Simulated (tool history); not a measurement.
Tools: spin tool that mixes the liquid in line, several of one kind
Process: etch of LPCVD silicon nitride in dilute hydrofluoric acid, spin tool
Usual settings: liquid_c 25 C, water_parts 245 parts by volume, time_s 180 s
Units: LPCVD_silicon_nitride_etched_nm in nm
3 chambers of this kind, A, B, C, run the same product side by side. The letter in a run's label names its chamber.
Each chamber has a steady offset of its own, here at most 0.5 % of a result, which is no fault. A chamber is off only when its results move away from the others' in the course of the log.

run     day  liquid_c  water_parts  time_s  hours since the thermometer was replaced  hours since the hydrofluoric acid flow meter was replaced  read-back film thickness of the LPCVD silicon nitride reference wafer, read on the same gauge (nm)  LPCVD_silicon_nitride_etched_nm
 1B   0.179        25          245     180                                      10.5                                                      558.6                                                                                              110.06                          0.46152
 2A   0.362        25          245     180                                      1733                                                      202.4                                                                                              109.98                          0.50167
 3C   0.762        25          245     180                                    1179.8                                                     1466.9                                                                                              110.03                           0.4731
 4A   0.979        25          245     180                                    1747.8                                                      217.2                                                                                              109.99                          0.44443
 5C   1.362        25          245     180                                    1194.2                                                     1481.3                                                                                              109.95                          0.34035
 6B     1.6        25          175     125                                      44.6                                                      592.7                                                                                              109.97                           0.3504
 7C   1.821        25          175     125                                    1205.2                                                     1492.3                                                                                              110.01                          0.35992
 8A   2.158        25          175     125                                    1776.1                                                      245.5                                                                                              110.01                          0.40484
 9B   2.512        25          345     180                                      66.5                                                      614.6                                                                                              110.03                           0.3274
10A   2.867        25          345     180                                    1793.1                                                      262.5                                                                                              110.01                          0.28234
11C   3.062        25          345     180                                      1235                                                     1522.1                                                                                              110.02                          0.34031
12B   3.267        25          245     180                                      84.6                                                      632.7                                                                                                 110                          0.43531
13A   3.662        25          245     180                                    1812.2                                                      281.6                                                                                              109.97                          0.40101
14C    3.95        25          245     180                                    1256.3                                                     1543.4                                                                                              109.99                           0.4371
       4.05  -- chamber B: hydrofluoric acid flow meter replaced
15B   4.283        25          245     180                                       109                                                        5.6                                                                                              110.03                          0.38582
16C   4.575        25          245     225                                    1271.3                                                     1558.4                                                                                              109.98                           0.4913
17B   4.808        25          245     225                                     121.6                                                       18.2                                                                                              109.98                          0.45703
18A   5.096        25          245     225                                    1846.6                                                        316                                                                                              109.99                          0.55075
19A     5.5        25          245     270                                    1856.3                                                      325.7                                                                                              110.01                          0.61792
20B   5.817        25          245     270                                     145.8                                                       42.4                                                                                              109.99                          0.56193
21C   6.179        25          245     270                                    1309.8                                                     1596.9                                                                                              109.99                          0.56783
22B   6.542        25          245     180                                     163.2                                                       59.8                                                                                              110.01                          0.44846
23C   6.796        21          245     180                                    1324.6                                                     1611.7                                                                                              109.96                          0.34563
24A   7.117        21          245     180                                    1895.1                                                      364.5                                                                                              109.97                          0.32838
25A   7.454        21          245     180                                    1903.2                                                      372.6                                                                                              109.96                          0.36439
26B   7.679        25          245     180                                     190.5                                                       87.1                                                                                              110.03                          0.43638
27C   7.921        28          245     180                                    1351.6                                                     1638.7                                                                                              109.95                          0.50146
28A   8.125        28          245     180                                    1919.3                                                      388.7                                                                                              109.97                          0.56577
29B   8.496        28          245     180                                     210.1                                                      106.7                                                                                              109.98                           0.4955
30C   8.838        25          245     180                                    1373.6                                                     1660.7                                                                                              109.98                          0.38567
31A   9.125        25          245     180                                    1943.3                                                      412.7                                                                                              109.98                          0.43676
32C   9.421        25          245     180                                    1387.6                                                     1674.7                                                                                              110.01                          0.41663
33B   9.825        25          245     180                                       242                                                      138.6                                                                                              109.98                          0.41762
34A  10.129        25          245     180                                    1967.4                                                      436.8                                                                                              109.93                          0.42406

What goes on in this fleet: one chamber off, a drifting gauge, or nothing beyond the chambers' own small offsets? Name the chamber and the cause, if any.

No chamber stands off beyond its own small offset, and the gauge holds steady.

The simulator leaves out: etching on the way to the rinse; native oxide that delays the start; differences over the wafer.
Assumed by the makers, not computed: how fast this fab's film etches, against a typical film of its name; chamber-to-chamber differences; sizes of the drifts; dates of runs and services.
